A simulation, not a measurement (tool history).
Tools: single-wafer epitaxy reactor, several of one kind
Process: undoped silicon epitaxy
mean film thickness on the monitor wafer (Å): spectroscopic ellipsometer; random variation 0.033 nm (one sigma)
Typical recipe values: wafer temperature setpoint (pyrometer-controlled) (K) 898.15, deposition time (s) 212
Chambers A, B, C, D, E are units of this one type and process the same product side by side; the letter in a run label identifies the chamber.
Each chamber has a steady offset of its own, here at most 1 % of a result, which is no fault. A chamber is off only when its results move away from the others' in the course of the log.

| run | hour | wafer temperature setpoint (pyrometer-controlled) (K) | deposition time (s) | read-back reference wafer on the same gauge, thickness_nm | mean film thickness on the monitor wafer (Å) |
|---|---|---|---|---|---|
| 1A | 4.0 | 898.15 | 212 | 17.405 | 203.49 |
| 2E | 7.9 | 898.15 | 212 | 17.409 | 203.86 |
| 3C | 11.9 | 898.15 | 212 | 17.411 | 204.34 |
| 4D | 17.0 | 898.15 | 212 | 17.410 | 202.11 |
| 5B | 20.2 | 898.15 | 183 | 17.413 | 174.06 |
| 6A | 25.7 | 898.15 | 183 | 17.426 | 175.67 |
| 7C | 29.8 | 898.15 | 183 | 17.424 | 176.07 |
| 8B | 35.0 | 898.15 | 183 | 17.428 | 174.35 |
| 9E | 39.9 | 898.15 | 183 | 17.426 | 175.97 |
| 10D | 45.4 | 898.15 | 212 | 17.435 | 202.52 |
| 11B | 50.8 | 898.15 | 212 | 17.441 | 202.40 |
| 12E | 56.8 | 898.15 | 187 | 17.443 | 179.94 |
| 13A | 62.5 | 898.15 | 187 | 17.456 | 180.27 |
| 14C | 69.0 | 898.15 | 187 | 17.444 | 180.62 |
| 15D | 75.5 | 898.15 | 187 | 17.456 | 179.03 |
| 16D | 80.7 | 898.15 | 187 | 17.471 | 178.86 |
| 17B | 87.7 | 898.15 | 212 | 17.460 | 203.05 |
| 18C | 94.3 | 898.15 | 212 | 17.475 | 205.22 |
| 19A | 98.0 | 898.15 | 212 | 17.469 | 204.05 |
| 20E | 103.4 | 898.15 | 212 | 17.474 | 204.32 |
| 21A | 108.7 | 898.15 | 212 | 17.483 | 204.32 |
| 22E | 113.4 | 898.15 | 212 | 17.483 | 204.37 |
| 23C | 117.1 | 898.15 | 212 | 17.488 | 204.89 |
| 24B | 124.1 | 898.15 | 212 | 17.498 | 203.09 |
| 25D | 130.0 | 898.15 | 212 | 17.493 | 202.76 |
| 26E | 133.9 | 898.15 | 212 | 17.494 | 204.44 |
| 27C | 140.7 | 898.15 | 212 | 17.499 | 205.05 |
| 28A | 146.3 | 898.15 | 212 | 17.504 | 204.71 |
| 29B | 150.1 | 898.15 | 212 | 17.510 | 203.01 |
| 30D | 154.4 | 893.15 | 199 | 17.516 | 170.23 |

Next, every chamber runs the same settings. What will each give?
| 31A | 159.5 | 898.15 | 212 |  | ? |
| 31B | 159.5 | 898.15 | 212 |  | ? |
| 31C | 159.5 | 898.15 | 212 |  | ? |
| 31D | 159.5 | 898.15 | 212 |  | ? |
| 31E | 159.5 | 898.15 | 212 |  | ? |

| run | mean film thickness on the monitor wafer (Å) |
|---|---|
| 31A | 205.09 |
| 31B | 203.45 |
| 31C | 204.64 |
| 31D | 203.23 |
| 31E | 204.41 |
